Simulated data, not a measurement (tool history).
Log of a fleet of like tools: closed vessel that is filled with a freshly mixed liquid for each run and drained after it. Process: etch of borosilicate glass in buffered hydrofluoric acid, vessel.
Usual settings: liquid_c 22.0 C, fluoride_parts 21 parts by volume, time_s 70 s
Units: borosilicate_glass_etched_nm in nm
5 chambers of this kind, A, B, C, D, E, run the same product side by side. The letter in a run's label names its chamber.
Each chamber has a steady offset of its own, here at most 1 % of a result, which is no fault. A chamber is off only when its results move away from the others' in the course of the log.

run,day,liquid_c,fluoride_parts,time_s,"read-back film thickness of the borosilicate glass reference wafer, read on the same gauge (nm)",borosilicate_glass_etched_nm
1C,0.158,22.0,21,70,70.002,37.974
2D,0.438,22.0,21,70,70.015,38.280
3B,0.604,22.0,21,70,70.007,38.011
4E,0.792,22.0,21,70,70.004,38.514
5A,1.038,22.0,21,70,69.959,38.065
6C,1.188,22.0,21,70,70.023,38.071
7A,1.433,22.0,21,70,69.932,37.723
8B,1.704,22.0,21,70,69.984,38.496
9E,1.871,22.0,21,70,69.987,38.232
10D,2.100,22.0,21,70,69.998,39.040
11A,2.388,22.0,21,70,70.005,37.848
# day 2.496: chamber E: hydrofluoric acid flow meter replaced
12D,2.617,22.0,21,70,69.999,38.373
13B,2.908,22.0,21,70,70.006,37.716
14E,3.083,22.0,21,70,70.020,38.445
15C,3.212,22.0,21,70,69.984,38.051
16E,3.467,22.0,21,70,69.984,38.221
17B,3.738,22.0,21,70,69.968,37.731
18D,3.888,22.0,21,70,70.004,39.186
19C,4.029,22.0,21,70,69.972,37.898
20A,4.229,22.0,21,70,70.006,38.068
# day 4.258: chamber D: hydrofluoric acid flow meter replaced
21B,4.450,24.5,21,50,70.005,31.343
22E,4.600,24.5,21,50,70.008,31.210
23A,4.850,24.5,21,50,70.010,31.139
24D,5.012,24.5,21,50,69.988,31.547
25C,5.208,24.5,21,50,69.993,30.997
26A,5.421,22.0,21,70,69.973,38.441
27C,5.696,22.0,21,70,69.959,38.334
28D,5.892,22.0,21,70,69.984,38.628
29B,6.071,22.0,21,70,69.997,39.278
30E,6.300,22.0,21,70,70.014,38.449
31C,6.533,22.0,21,70,69.958,37.892
32A,6.804,17.0,21,70,69.979,28.585
33D,6.971,17.0,21,70,70.029,29.235
34E,7.121,17.0,21,70,70.040,28.977
35B,7.250,17.0,21,70,70.039,30.219
36D,7.458,17.0,21,70,69.989,29.428
37C,7.738,22.0,21,70,70.035,37.965
38A,7.929,22.0,21,70,70.051,37.971
39E,8.146,22.0,21,70,70.009,38.734
40B,8.383,22.0,21,70,70.007,40.684
41B,8.633,22.0,21,70,69.991,40.408
42D,8.867,22.0,29,70,70.052,30.929
43C,9.125,22.0,29,70,70.021,30.152

What goes on in this fleet: one chamber off, a drifting gauge, or nothing beyond the chambers' own small offsets? Name the chamber and the cause, if any.

Chamber B drifts away from the others.
Cause: hydrofluoric acid flow above the setpoint (%) = 9.64.
The log may not tell that from: liquid hotter than its thermometer reads (K).

Here are 4 candidates for chamber B's next run, each the usual settings with a change, their results left as question marks. Which one brings its results back in line with what the others give on the usual settings?
In line means no further than this from the other chambers' mean on the usual settings: borosilicate_glass_etched_nm 0.810 nm
44B-1,9.333,21.5,22.0,70,,?
44B-2,9.333,22.0,21.5,70,,?
44B-3,9.333,22.5,20.0,70,,?
44B-4,9.333,22.0,20.5,70,,?

The other chambers' mean on the usual settings: borosilicate_glass_etched_nm 38.210 nm
run,borosilicate_glass_etched_nm
44B-1,38.003
44B-2,39.918
44B-3,44.094
44B-4,41.866
44B-1 brings the chamber back in line.

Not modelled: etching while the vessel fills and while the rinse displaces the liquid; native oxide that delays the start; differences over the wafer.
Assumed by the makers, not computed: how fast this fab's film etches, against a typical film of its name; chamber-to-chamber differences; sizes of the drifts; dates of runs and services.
